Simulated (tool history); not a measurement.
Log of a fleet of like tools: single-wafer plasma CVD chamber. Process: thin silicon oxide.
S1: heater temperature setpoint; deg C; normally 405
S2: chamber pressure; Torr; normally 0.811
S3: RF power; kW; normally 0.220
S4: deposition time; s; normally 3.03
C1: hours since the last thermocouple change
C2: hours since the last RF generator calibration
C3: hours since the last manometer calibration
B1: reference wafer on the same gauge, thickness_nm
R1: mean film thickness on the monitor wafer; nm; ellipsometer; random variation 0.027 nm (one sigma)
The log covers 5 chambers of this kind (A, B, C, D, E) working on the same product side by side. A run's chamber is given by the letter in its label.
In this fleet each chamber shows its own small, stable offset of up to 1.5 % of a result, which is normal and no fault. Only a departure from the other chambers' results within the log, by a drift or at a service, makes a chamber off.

Run 1C, hour 6.6: usual settings; C1 897.8; C2 563.6; C3 921.2; B1 5.6214. Result: R1 4.9405 nm.
Run 2B, hour 13.5: usual settings; C1 1229.8; C2 456.7; C3 643.5; B1 5.6198. Result: R1 4.9278 nm.
Run 3A, hour 20.5: usual settings; C1 2246.2; C2 841.5; C3 1445.6; B1 5.6212. Result: R1 4.8441 nm.
Run 4D, hour 29.5: usual settings; C1 1358.0; C2 1057.8; C3 3061.9; B1 5.6233. Result: R1 4.9009 nm.
Run 5E, hour 37.9: usual settings; C1 593.5; C2 636.9; C3 672.4; B1 5.6192. Result: R1 4.8711 nm.
Run 6D, hour 46.3: usual settings but S4 2.64 s; C1 1374.8; C2 1074.6; C3 3078.7; B1 5.6078. Result: R1 4.2691 nm.
Run 7A, hour 53.9: usual settings but S4 2.64 s; C1 2279.6; C2 874.9; C3 1479.0; B1 5.6116. Result: R1 4.2562 nm.
Run 8C, hour 64.1: usual settings but S4 2.64 s; C1 955.3; C2 621.1; C3 978.7; B1 5.6212. Result: R1 4.3127 nm.
Run 9B, hour 73.3: usual settings but S4 2.64 s; C1 1289.6; C2 516.5; C3 703.3; B1 5.6149. Result: R1 4.2696 nm.
Run 10E, hour 81.1: usual settings but S4 2.64 s; C1 636.7; C2 680.1; C3 715.6; B1 5.6216. Result: R1 4.2413 nm.
Run 11D, hour 89.1: usual settings; C1 1417.6; C2 1117.4; C3 3121.5; B1 5.6176. Result: R1 4.9589 nm.
Run 12B, hour 96.0: usual settings; C1 1312.3; C2 539.2; C3 726.0; B1 5.6299. Result: R1 4.9246 nm.
Run 13C, hour 102.7: usual settings; C1 993.9; C2 659.7; C3 1017.3; B1 5.6259. Result: R1 4.9976 nm.
Run 14A, hour 110.4: usual settings; C1 2336.1; C2 931.4; C3 1535.5; B1 5.6200. Result: R1 4.9030 nm.
At hour 114.3: chamber A: thermocouple changed; heater temperature recalibrated.
Run 15E, hour 116.1: usual settings; C1 671.7; C2 715.1; C3 750.6; B1 5.6184. Result: R1 4.9103 nm.
Run 16E, hour 121.4: usual settings; C1 677.0; C2 720.4; C3 755.9; B1 5.6169. Result: R1 4.8617 nm.
Run 17C, hour 131.3: usual settings; C1 1022.5; C2 688.3; C3 1045.9; B1 5.6176. Result: R1 4.9849 nm.
Run 18D, hour 138.8: usual settings; C1 1467.3; C2 1167.1; C3 3171.2; B1 5.6196. Result: R1 4.8975 nm.
At hour 139.8: chamber D: capacitance manometer re-zeroed and calibrated.
Run 19A, hour 147.1: usual settings; C1 32.8; C2 968.1; C3 1572.2; B1 5.6165. Result: R1 4.9377 nm.
Run 20B, hour 156.9: usual settings but S1 394 deg C; C1 1373.2; C2 600.1; C3 786.9; B1 5.6205. Result: R1 4.9941 nm.
Run 21A, hour 162.1: usual settings but S1 394 deg C; C1 47.8; C2 983.1; C3 1587.2; B1 5.6232. Result: R1 4.9482 nm.
Run 22E, hour 168.9: usual settings but S1 394 deg C; C1 724.5; C2 767.9; C3 803.4; B1 5.6127. Result: R1 4.9023 nm.
Run 23D, hour 179.2: usual settings but S1 394 deg C; C1 1507.7; C2 1207.5; C3 39.4; B1 5.6165. Result: R1 4.6121 nm.
Run 24B, hour 188.7: usual settings but S1 394 deg C; C1 1405.0; C2 631.9; C3 818.7; B1 5.6203. Result: R1 5.0000 nm.
Run 25C, hour 195.9: usual settings; C1 1087.1; C2 752.9; C3 1110.5; B1 5.6184. Result: R1 4.9975 nm.
Run 26D, hour 202.0: usual settings but S2 0.995 Torr, S3 0.180 kW; C1 1530.5; C2 1230.3; C3 62.2; B1 5.6136. Result: R1 4.9307 nm.
Run 27C, hour 208.9: usual settings but S2 0.995 Torr, S3 0.180 kW; C1 1100.1; C2 765.9; C3 1123.5; B1 5.6145. Result: R1 5.3692 nm.
Run 28A, hour 218.1: usual settings but S2 0.995 Torr, S3 0.180 kW; C1 103.8; C2 1039.1; C3 1643.2; B1 5.6229. Result: R1 5.3371 nm.
Run 29B, hour 226.3: usual settings but S2 0.995 Torr, S3 0.180 kW; C1 1442.6; C2 669.5; C3 856.3; B1 5.6199. Result: R1 5.3793 nm.
Run 30E, hour 235.2: usual settings but S2 0.995 Torr, S3 0.180 kW; C1 790.8; C2 834.2; C3 869.7; B1 5.6229. Result: R1 5.2143 nm.

Is one chamber off against the others, does the gauge drift, or is nothing wrong? If a chamber is off, say which, and what the likeliest cause is.

Chamber D came out of a service off from its peers and stayed that way.
Cause: true pressure below the setpoint (%) = 7.44.

Here are 4 candidates for chamber D's next run, each the usual settings with a change, their results left as question marks. Which one brings its results back in line with what the others give on the usual settings?
Allowed miss from the other chambers' usual-settings mean, per result, to count as in line: R1 0.0950 nm
Run 31D-1, hour 242.6: usual settings but S4 3.25 s. Result: R1 ?.
Run 31D-2, hour 242.6: usual settings but S2 0.869 Torr, S3 0.225 kW, S4 3.17 s. Result: R1 ?.
Run 31D-3, hour 242.6: usual settings but S2 0.748 Torr, S4 2.88 s. Result: R1 ?.
Run 31D-4, hour 242.6: usual settings but S2 0.777 Torr, S3 0.215 kW, S4 2.95 s. Result: R1 ?.

Average result of the remaining chambers running the usual settings: R1 4.9127 nm
  run      R1
31D-1  4.8832
31D-2  5.1388
31D-3  3.9848
31D-4  4.1973
It is 31D-1 that realigns the chamber with its peers.
